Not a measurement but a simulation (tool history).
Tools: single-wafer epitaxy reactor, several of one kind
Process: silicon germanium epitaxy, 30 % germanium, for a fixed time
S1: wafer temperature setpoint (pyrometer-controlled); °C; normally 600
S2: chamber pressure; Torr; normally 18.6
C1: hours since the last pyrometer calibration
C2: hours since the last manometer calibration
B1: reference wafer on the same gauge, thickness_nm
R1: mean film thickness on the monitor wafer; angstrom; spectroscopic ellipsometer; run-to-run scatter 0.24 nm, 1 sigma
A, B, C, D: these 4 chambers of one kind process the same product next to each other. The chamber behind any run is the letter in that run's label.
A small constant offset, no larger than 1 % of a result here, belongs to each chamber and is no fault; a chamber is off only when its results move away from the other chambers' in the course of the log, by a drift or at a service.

run   hour   S1    S2      C1      C2      B1      R1
 1A    7.8  600  18.6   448.1  1797.6  61.573  571.35
 2D   12.8  600  18.6   409.1  1597.9  61.619  571.82
 3B   21.3  600  18.6  1036.6     414  61.607  568.73
      25.2  -- chamber C: pyrometer calibrated
 4C   29.7  600  18.6     4.6    1407  61.565  577.49
 5B   35.5  600  18.6  1050.8   428.2  61.555  571.18
 6D   44.4  588  22.8   440.7  1629.5  61.685  492.73
 7A   50.6  588  22.8   490.9  1840.4  61.571  501.88
 8C   61.3  588  22.8    36.2  1438.6  61.619  500.15
      63.9  -- chamber A: capacitance manometer re-zeroed and calibrated
 9B   70.7  588  22.8    1086   463.4  61.593  496.17
10C     80  600  18.6    54.9  1457.3  61.553  579.95
11D   87.8  600  18.6   484.1  1672.9  61.596  573.91
12A   97.8  600  18.6   538.1    33.9   61.61  574.49
13A  104.2  600  18.6   544.5    40.3  61.625  574.36
14C  109.5  600  18.6    84.4  1486.8  61.611   574.3
15D  120.5  606  20.9   516.8  1705.6  61.577  670.55
16B    128  606  20.9  1143.3   520.7  61.635  669.96
17A  133.1  606  20.9   573.4    69.2  61.614  669.33
18B  140.4  606  20.9  1155.7   533.1  61.572  665.53
19C  145.5  600  18.6   120.4  1522.8  61.612  574.96
20D  154.8  600  18.6   551.1  1739.9  61.595  569.58
21D  159.7  600  18.6     556  1744.8  61.622   573.3
22C  167.1  600  18.6     142  1544.4   61.57   575.4
23B  172.2  600  18.6  1187.5   564.9  61.597  569.76
24A  177.3  600  18.6   617.6   113.4  61.597  571.32
25A  186.8  600  18.6   627.1   122.9  61.558     571
26C  196.1  600  18.6     171  1573.4  61.505  576.16
27B  201.4  600  18.6  1216.7   594.1  61.571  568.96
28D  212.5  600  15.1   608.8  1797.6   61.65     528
29A    223  600  15.1   663.3   159.1  61.558   528.6
30B    234  600  15.1  1249.3   626.7  61.631  523.55
31D  241.8  600  15.1   638.1  1826.9  61.604  527.94
32C  247.2  612  18.6   222.1  1624.5  61.599   717.7
33D  255.4  612  18.6   651.7  1840.5  61.566  709.89
34A    265  612  18.6   705.3   201.1  61.644  712.19
35C  270.3  612  18.6   245.2  1647.6  61.603   713.8
36B  276.4  600  18.6  1291.7   669.1  61.585  571.12
37D  284.6  600  18.6   680.9  1869.7  61.632  570.79

Next, all 4 chambers run the settings below, one line each with question marks for the results. What does each chamber give?
38A  292.7  600  18.6               ?
38B  292.7  600  18.6               ?
38C  292.7  600  18.6               ?
38D  292.7  600  18.6               ?

run      R1
38A  573.49
38B  571.75
38C  573.66
38D  570.22

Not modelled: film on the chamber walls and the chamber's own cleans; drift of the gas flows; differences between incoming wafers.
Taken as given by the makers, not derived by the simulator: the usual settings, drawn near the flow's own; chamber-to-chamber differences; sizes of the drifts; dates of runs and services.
